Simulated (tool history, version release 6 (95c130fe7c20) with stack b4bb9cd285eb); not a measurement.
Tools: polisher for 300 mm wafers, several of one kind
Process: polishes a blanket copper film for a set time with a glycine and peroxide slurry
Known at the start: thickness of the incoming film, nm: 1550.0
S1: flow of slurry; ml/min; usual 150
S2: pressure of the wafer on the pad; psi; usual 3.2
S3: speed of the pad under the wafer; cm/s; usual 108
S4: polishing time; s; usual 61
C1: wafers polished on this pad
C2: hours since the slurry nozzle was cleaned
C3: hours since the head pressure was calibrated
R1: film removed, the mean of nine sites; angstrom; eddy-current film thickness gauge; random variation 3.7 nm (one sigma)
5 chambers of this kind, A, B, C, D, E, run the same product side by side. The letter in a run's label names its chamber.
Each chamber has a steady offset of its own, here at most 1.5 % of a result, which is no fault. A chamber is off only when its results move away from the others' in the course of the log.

{"hour": 2.4, "done": "chamber B: head pressure recalibrated"}
{"hour": 5.2, "done": "chamber D: slurry nozzle cleaned"}
{"hour": 9.0, "done": "chamber E: worn pad replaced by a new one"}
{"run": "1B", "hour": 9.2, "S1": 150, "S2": 3.2, "S3": 108, "S4": 61, "C1": 425, "C2": 450.4, "C3": 6.8, "R1": 4528.7}
{"run": "2D", "hour": 22.0, "S1": 150, "S2": 3.2, "S3": 108, "S4": 61, "C1": 555, "C2": 16.9, "C3": 205.1, "R1": 4586.7}
{"run": "3C", "hour": 33.4, "S1": 150, "S2": 3.2, "S3": 108, "S4": 61, "C1": 488, "C2": 390.1, "C3": 500.5, "R1": 4694.1}
{"run": "4E", "hour": 42.2, "S1": 150, "S2": 3.2, "S3": 108, "S4": 61, "C1": 300, "C2": 578.9, "C3": 444.7, "R1": 4678.3}
{"run": "5A", "hour": 55.5, "S1": 150, "S2": 3.2, "S3": 108, "S4": 61, "C1": 1007, "C2": 413.4, "C3": 388.2, "R1": 4638.7}
{"hour": 62.5, "done": "chamber E: slurry nozzle cleaned"}
{"hour": 68.4, "done": "chamber E: head pressure recalibrated"}
{"run": "6B", "hour": 69.3, "S1": 150, "S2": 3.2, "S3": 108, "S4": 61, "C1": 967, "C2": 510.5, "C3": 66.9, "R1": 4578.6}
{"hour": 72.8, "done": "chamber D: worn pad replaced by a new one"}
{"run": "7D", "hour": 82.5, "S1": 150, "S2": 3.2, "S3": 108, "S4": 61, "C1": 88, "C2": 77.4, "C3": 265.6, "R1": 4730.7}
{"hour": 84.1, "done": "chamber A: slurry nozzle cleaned"}
{"hour": 89.5, "done": "chamber C: worn pad replaced by a new one"}
{"run": "8E", "hour": 93.1, "S1": 150, "S2": 3.2, "S3": 108, "S4": 61, "C1": 759, "C2": 30.6, "C3": 24.8, "R1": 4613.9}
{"run": "9C", "hour": 101.0, "S1": 150, "S2": 3.2, "S3": 108, "S4": 61, "C1": 104, "C2": 457.7, "C3": 568.1, "R1": 4690.8}
{"run": "10A", "hour": 110.9, "S1": 150, "S2": 3.2, "S3": 108, "S4": 61, "C1": 1508, "C2": 26.8, "C3": 443.6, "R1": 4565.6}
{"hour": 117.5, "done": "chamber E: worn pad replaced by a new one"}
{"hour": 118.6, "done": "chamber A: worn pad replaced by a new one"}
{"run": "11D", "hour": 125.4, "S1": 150, "S2": 3.2, "S3": 108, "S4": 61, "C1": 475, "C2": 120.3, "C3": 308.5, "R1": 4658}
{"run": "12E", "hour": 134.2, "S1": 170, "S2": 3.2, "S3": 108, "S4": 73, "C1": 150, "C2": 71.7, "C3": 65.9, "R1": 5729.3}
{"run": "13A", "hour": 145.8, "S1": 170, "S2": 3.2, "S3": 108, "S4": 73, "C1": 246, "C2": 61.7, "C3": 478.5, "R1": 5559.9}
{"run": "14B", "hour": 157.9, "S1": 170, "S2": 3.2, "S3": 108, "S4": 73, "C1": 1767, "C2": 599.1, "C3": 155.5, "R1": 5636.9}
{"hour": 164.1, "done": "chamber D: worn pad replaced by a new one"}
{"run": "15C", "hour": 167.8, "S1": 170, "S2": 3.2, "S3": 108, "S4": 73, "C1": 707, "C2": 524.5, "C3": 634.9, "R1": 5779.8}
{"run": "16E", "hour": 178.9, "S1": 170, "S2": 3.2, "S3": 108, "S4": 73, "C1": 554, "C2": 116.4, "C3": 110.6, "R1": 5668.3}
{"run": "17A", "hour": 191.5, "S1": 150, "S2": 3.2, "S3": 108, "S4": 61, "C1": 659, "C2": 107.4, "C3": 524.2, "R1": 4579.1}
{"run": "18C", "hour": 204.9, "S1": 150, "S2": 3.2, "S3": 136, "S4": 61, "C1": 1042, "C2": 561.6, "C3": 672, "R1": 5689.3}
{"hour": 208.4, "done": "chamber C: worn pad replaced by a new one"}
{"run": "19B", "hour": 216.7, "S1": 150, "S2": 3.2, "S3": 136, "S4": 61, "C1": 2298, "C2": 657.9, "C3": 214.3, "R1": 5529.8}
{"hour": 222.5, "done": "chamber E: worn pad replaced by a new one"}
{"run": "20D", "hour": 231.0, "S1": 150, "S2": 3.2, "S3": 136, "S4": 61, "C1": 604, "C2": 225.9, "C3": 414.1, "R1": 5704.9}
{"run": "21B", "hour": 244.8, "S1": 150, "S2": 3.2, "S3": 136, "S4": 61, "C1": 2552, "C2": 686, "C3": 242.4, "R1": 5523.3}
{"run": "22E", "hour": 255.1, "S1": 150, "S2": 3.2, "S3": 136, "S4": 61, "C1": 294, "C2": 192.6, "C3": 186.8, "R1": 5723}
{"hour": 257.3, "done": "chamber A: head pressure recalibrated"}
{"run": "23A", "hour": 267.6, "S1": 150, "S2": 3.2, "S3": 108, "S4": 61, "C1": 1346, "C2": 183.5, "C3": 10.3, "R1": 4642.6}
{"hour": 268.9, "done": "chamber D: worn pad replaced by a new one"}
{"run": "24C", "hour": 282.2, "S1": 150, "S2": 3.2, "S3": 108, "S4": 61, "C1": 666, "C2": 638.9, "C3": 749.3, "R1": 4723.6}
{"run": "25D", "hour": 291.9, "S1": 150, "S2": 3.2, "S3": 108, "S4": 61, "C1": 207, "C2": 286.8, "C3": 475, "R1": 4625.7}
{"hour": 297.4, "done": "chamber A: worn pad replaced by a new one"}
{"run": "26B", "hour": 306.0, "S1": 150, "S2": 3.2, "S3": 108, "S4": 61, "C1": 3105, "C2": 747.2, "C3": 303.6, "R1": 4463.7}
{"run": "27E", "hour": 321.8, "S1": 150, "S2": 3.2, "S3": 108, "S4": 61, "C1": 897, "C2": 259.3, "C3": 253.5, "R1": 4606.5}
{"hour": 327.1, "done": "chamber C: slurry nozzle cleaned"}
{"hour": 329.8, "done": "chamber E: worn pad replaced by a new one"}
{"run": "28A", "hour": 333.1, "S1": 150, "S2": 3.2, "S3": 108, "S4": 61, "C1": 322, "C2": 249, "C3": 75.8, "R1": 4609.5}
{"run": "29D", "hour": 342.2, "S1": 150, "S2": 3.2, "S3": 108, "S4": 61, "C1": 661, "C2": 337.1, "C3": 525.3, "R1": 4610.3}
{"hour": 346.2, "done": "chamber C: worn pad replaced by a new one"}
{"run": "30C", "hour": 351.9, "S1": 150, "S2": 3.2, "S3": 108, "S4": 61, "C1": 51, "C2": 24.8, "C3": 819, "R1": 4784.3}
{"run": "31A", "hour": 363.5, "S1": 150, "S2": 3.2, "S3": 108, "S4": 61, "C1": 597, "C2": 279.4, "C3": 106.2, "R1": 4639.5}
{"hour": 376.1, "done": "chamber D: worn pad replaced by a new one"}
{"hour": 377.5, "done": "chamber B: slurry nozzle cleaned"}
{"run": "32C", "hour": 379.3, "S1": 150, "S2": 3.2, "S3": 108, "S4": 61, "C1": 299, "C2": 52.2, "C3": 846.4, "R1": 4668.6}
{"run": "33B", "hour": 387.1, "S1": 150, "S2": 3.2, "S3": 108, "S4": 61, "C1": 3837, "C2": 9.7, "C3": 384.7, "R1": 4413.2}
{"hour": 389.2, "done": "chamber B: head pressure recalibrated"}
{"run": "34E", "hour": 402.6, "S1": 150, "S2": 3.2, "S3": 108, "S4": 61, "C1": 657, "C2": 340.1, "C3": 334.3, "R1": 4634.3}
{"run": "35D", "hour": 411.8, "S1": 150, "S2": 3.2, "S3": 108, "S4": 61, "C1": 322, "C2": 406.7, "C3": 594.9, "R1": 4607.4}
{"run": "36E", "hour": 425.4, "S1": 150, "S2": 3.2, "S3": 108, "S4": 61, "C1": 863, "C2": 362.9, "C3": 357.1, "R1": 4654.3}
{"hour": 436.0, "done": "chamber E: worn pad replaced by a new one"}
{"run": "37B", "hour": 438.4, "S1": 150, "S2": 3.2, "S3": 108, "S4": 61, "C1": 4300, "C2": 61, "C3": 49.2, "R1": 4387.7}
{"run": "38D", "hour": 446.3, "S1": 150, "S2": 3.2, "S3": 108, "S4": 61, "C1": 634, "C2": 441.2, "C3": 629.4, "R1": 4643}
{"hour": 455.1, "done": "chamber C: worn pad replaced by a new one"}
{"run": "39A", "hour": 459.0, "S1": 150, "S2": 3.2, "S3": 108, "S4": 61, "C1": 1459, "C2": 374.9, "C3": 201.7, "R1": 4601.4}
{"hour": 460.1, "done": "chamber A: worn pad replaced by a new one"}
{"hour": 465.8, "done": "chamber A: slurry nozzle cleaned"}
{"run": "40C", "hour": 467.1, "S1": 150, "S2": 3.2, "S3": 108, "S4": 61, "C1": 109, "C2": 140, "C3": 934.2, "R1": 4774.3}
{"run": "41B", "hour": 477.0, "S1": 150, "S2": 3.2, "S3": 108, "S4": 61, "C1": 4649, "C2": 99.6, "C3": 87.8, "R1": 4359.8}
{"run": "42A", "hour": 485.4, "S1": 150, "S2": 3.2, "S3": 108, "S4": 61, "C1": 229, "C2": 19.6, "C3": 228.1, "R1": 4649.4}
{"run": "43E", "hour": 497.4, "S1": 150, "S2": 3.2, "S3": 108, "S4": 61, "C1": 554, "C2": 434.9, "C3": 429.1, "R1": 4619}

Is one chamber off against the others, does the gauge drift, or is nothing wrong? If a chamber is off, say which, and what the likeliest cause is.

Chamber B drifts away from the others.
Cause: removal rate lost through wear of the pad, % = 5.66.

Here are 4 candidates for chamber B's next run, each the usual settings with a change, their results left as question marks. Which one brings its results back in line with what the others give on the usual settings?
In line means no further than this from the other chambers' mean on the usual settings: R1 130 angstrom
{"run": "44B-1", "hour": 508.8, "S1": 150, "S2": 3.2, "S3": 108, "S4": 60, "R1": "?"}
{"run": "44B-2", "hour": 508.8, "S1": 150, "S2": 3.5, "S3": 108, "S4": 61, "R1": "?"}
{"run": "44B-3", "hour": 508.8, "S1": 150, "S2": 3.3, "S3": 108, "S4": 61, "R1": "?"}
{"run": "44B-4", "hour": 508.8, "S1": 150, "S2": 3.2, "S3": 104, "S4": 59, "R1": "?"}

The other chambers' mean on the usual settings: R1 4651.9 angstrom
run=44B-1 R1=4280.2
run=44B-2 R1=4694.9
run=44B-3 R1=4466
run=44B-4 R1=4077.9
44B-2 brings the chamber back in line.
